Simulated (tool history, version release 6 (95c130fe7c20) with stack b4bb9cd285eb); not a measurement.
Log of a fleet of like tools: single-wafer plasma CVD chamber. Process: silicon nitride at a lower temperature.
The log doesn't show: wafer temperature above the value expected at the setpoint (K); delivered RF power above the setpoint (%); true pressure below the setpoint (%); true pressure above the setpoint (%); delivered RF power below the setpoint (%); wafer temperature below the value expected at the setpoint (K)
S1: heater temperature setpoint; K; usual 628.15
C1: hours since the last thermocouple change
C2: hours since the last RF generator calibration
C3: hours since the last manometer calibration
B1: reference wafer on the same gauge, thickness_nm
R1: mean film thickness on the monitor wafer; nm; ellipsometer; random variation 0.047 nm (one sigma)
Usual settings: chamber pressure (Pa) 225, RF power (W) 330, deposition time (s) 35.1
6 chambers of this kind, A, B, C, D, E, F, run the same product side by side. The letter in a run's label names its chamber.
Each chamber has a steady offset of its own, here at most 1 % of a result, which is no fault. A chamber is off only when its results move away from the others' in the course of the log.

At hour 10.9: chamber C: thermocouple changed; heater temperature recalibrated.
Run 1A, hour 15.9: usual settings; C1 470.2; C2 1625.2; C3 244.3; B1 47.696. Result: R1 44.252 nm.
Run 2F, hour 31.3: usual settings; C1 664.6; C2 1028.2; C3 2528.7; B1 47.697. Result: R1 44.514 nm.
Run 3C, hour 43: usual settings; C1 32.1; C2 1938.5; C3 1108.9; B1 47.678. Result: R1 44.641 nm.
At hour 44.2: chamber B: thermocouple changed; heater temperature recalibrated.
Run 4D, hour 57.2: usual settings; C1 364.9; C2 384.4; C3 500.7; B1 47.684. Result: R1 44.444 nm.
Run 5E, hour 70.3: usual settings; C1 1484.3; C2 1183.6; C3 1815.1; B1 47.671. Result: R1 44.627 nm.
Run 6B, hour 85.2: usual settings; C1 41.1; C2 334.4; C3 1722.2; B1 47.668. Result: R1 44.577 nm.
Run 7D, hour 94.9: usual settings; C1 402.6; C2 422.1; C3 538.4; B1 47.669. Result: R1 44.545 nm.
Run 8F, hour 110.4: usual settings but chamber pressure (Pa) 203; C1 743.7; C2 1107.3; C3 2607.8; B1 47.666. Result: R1 43.119 nm.
Run 9C, hour 124.5: usual settings but chamber pressure (Pa) 203; C1 113.6; C2 2020; C3 1190.4; B1 47.655. Result: R1 43.309 nm.
Run 10E, hour 133.2: usual settings but chamber pressure (Pa) 203; C1 1547.2; C2 1246.5; C3 1878; B1 47.65. Result: R1 43.338 nm.
Run 11B, hour 140.8: usual settings but chamber pressure (Pa) 203; C1 96.7; C2 390; C3 1777.8; B1 47.649. Result: R1 43.265 nm.
Run 12A, hour 154.7: usual settings but chamber pressure (Pa) 203; C1 609; C2 1764; C3 383.1; B1 47.632. Result: R1 42.952 nm.
Run 13D, hour 166.9: usual settings but chamber pressure (Pa) 203; C1 474.6; C2 494.1; C3 610.4; B1 47.625. Result: R1 43.219 nm.
Run 14B, hour 177.4: usual settings; C1 133.3; C2 426.6; C3 1814.4; B1 47.628. Result: R1 44.478 nm.
Run 15E, hour 184.8: usual settings; C1 1598.8; C2 1298.1; C3 1929.6; B1 47.615. Result: R1 44.659 nm.
Run 16F, hour 201: usual settings; C1 834.3; C2 1197.9; C3 2698.4; B1 47.617. Result: R1 44.342 nm.
Run 17A, hour 210.2: usual settings; C1 664.5; C2 1819.5; C3 438.6; B1 47.611. Result: R1 44.164 nm.
Run 18C, hour 223.8: usual settings; C1 212.9; C2 2119.3; C3 1289.7; B1 47.608. Result: R1 44.545 nm.
Run 19D, hour 239.1: usual settings; C1 546.8; C2 566.3; C3 682.6; B1 47.595. Result: R1 44.499 nm.
Run 20A, hour 254.4: usual settings; C1 708.7; C2 1863.7; C3 482.8; B1 47.604. Result: R1 44.09 nm.
Run 21F, hour 271: usual settings; C1 904.3; C2 1267.9; C3 2768.4; B1 47.604. Result: R1 44.423 nm.
Run 22E, hour 283.7: usual settings; C1 1697.7; C2 1397; C3 2028.5; B1 47.573. Result: R1 44.61 nm.
At hour 296.4: chamber F: capacitance manometer re-zeroed and calibrated.
Run 23B, hour 297.9: usual settings; C1 253.8; C2 547.1; C3 1934.9; B1 47.569. Result: R1 44.466 nm.
Run 24C, hour 305.1: usual settings; C1 294.2; C2 2200.6; C3 1371; B1 47.582. Result: R1 44.54 nm.
Run 25A, hour 317.2: usual settings; C1 771.5; C2 1926.5; C3 545.6; B1 47.589. Result: R1 44.046 nm.
Run 26E, hour 328.3: usual settings; C1 1742.3; C2 1441.6; C3 2073.1; B1 47.571. Result: R1 44.569 nm.
Run 27F, hour 338.9: usual settings; C1 972.2; C2 1335.8; C3 42.6; B1 47.566. Result: R1 44.223 nm.
Run 28B, hour 351.5: usual settings; C1 307.4; C2 600.7; C3 1988.5; B1 47.566. Result: R1 44.534 nm.
Run 29D, hour 365.7: usual settings; C1 673.4; C2 692.9; C3 809.2; B1 47.556. Result: R1 44.37 nm.
Run 30C, hour 381.1: usual settings but RF power (W) 390, deposition time (s) 39.4; C1 370.2; C2 2276.6; C3 1447; B1 47.54. Result: R1 55.499 nm.
Run 31A, hour 391.9: usual settings but RF power (W) 390, deposition time (s) 39.4; C1 846.2; C2 2001.2; C3 620.3; B1 47.54. Result: R1 55.014 nm.
Run 32B, hour 402.6: usual settings but RF power (W) 390, deposition time (s) 39.4; C1 358.5; C2 651.8; C3 2039.6; B1 47.539. Result: R1 55.46 nm.
Run 33E, hour 418: usual settings but RF power (W) 390, deposition time (s) 39.4; C1 1832; C2 1531.3; C3 2162.8; B1 47.533. Result: R1 55.492 nm.
At hour 422.1: chamber D: RF generator calibrated.
Run 34F, hour 429.8: usual settings but RF power (W) 390, deposition time (s) 39.4; C1 1063.1; C2 1426.7; C3 133.5; B1 47.527. Result: R1 55.182 nm.
Run 35D, hour 446.3: usual settings but RF power (W) 390, deposition time (s) 39.4; C1 754; C2 24.3; C3 889.8; B1 47.527. Result: R1 55.503 nm.
Run 36C, hour 454.4: usual settings; C1 443.5; C2 2349.9; C3 1520.3; B1 47.513. Result: R1 44.465 nm.
Run 37C, hour 464.7: usual settings; C1 453.8; C2 2360.2; C3 1530.6; B1 47.52. Result: R1 44.494 nm.
Run 38B, hour 478.5: usual settings; C1 434.4; C2 727.7; C3 2115.5; B1 47.516. Result: R1 44.474 nm.
Run 39D, hour 492.1: usual settings; C1 799.8; C2 70.1; C3 935.6; B1 47.511. Result: R1 44.381 nm.
Run 40E, hour 504.1: usual settings; C1 1918.1; C2 1617.4; C3 2248.9; B1 47.51. Result: R1 44.418 nm.
Run 41A, hour 515.3: usual settings; C1 969.6; C2 2124.6; C3 743.7; B1 47.493. Result: R1 44.016 nm.

Next, every chamber runs the same settings. What will each give?
Run 42A, hour 527.2: usual settings. Result: R1 ?.
Run 42B, hour 527.2: usual settings. Result: R1 ?.
Run 42C, hour 527.2: usual settings. Result: R1 ?.
Run 42D, hour 527.2: usual settings. Result: R1 ?.
Run 42E, hour 527.2: usual settings. Result: R1 ?.
Run 42F, hour 527.2: usual settings. Result: R1 ?.

run      R1
42A  43.942
42B   44.36
42C  44.469
42D  44.321
42E  44.444
42F  44.298

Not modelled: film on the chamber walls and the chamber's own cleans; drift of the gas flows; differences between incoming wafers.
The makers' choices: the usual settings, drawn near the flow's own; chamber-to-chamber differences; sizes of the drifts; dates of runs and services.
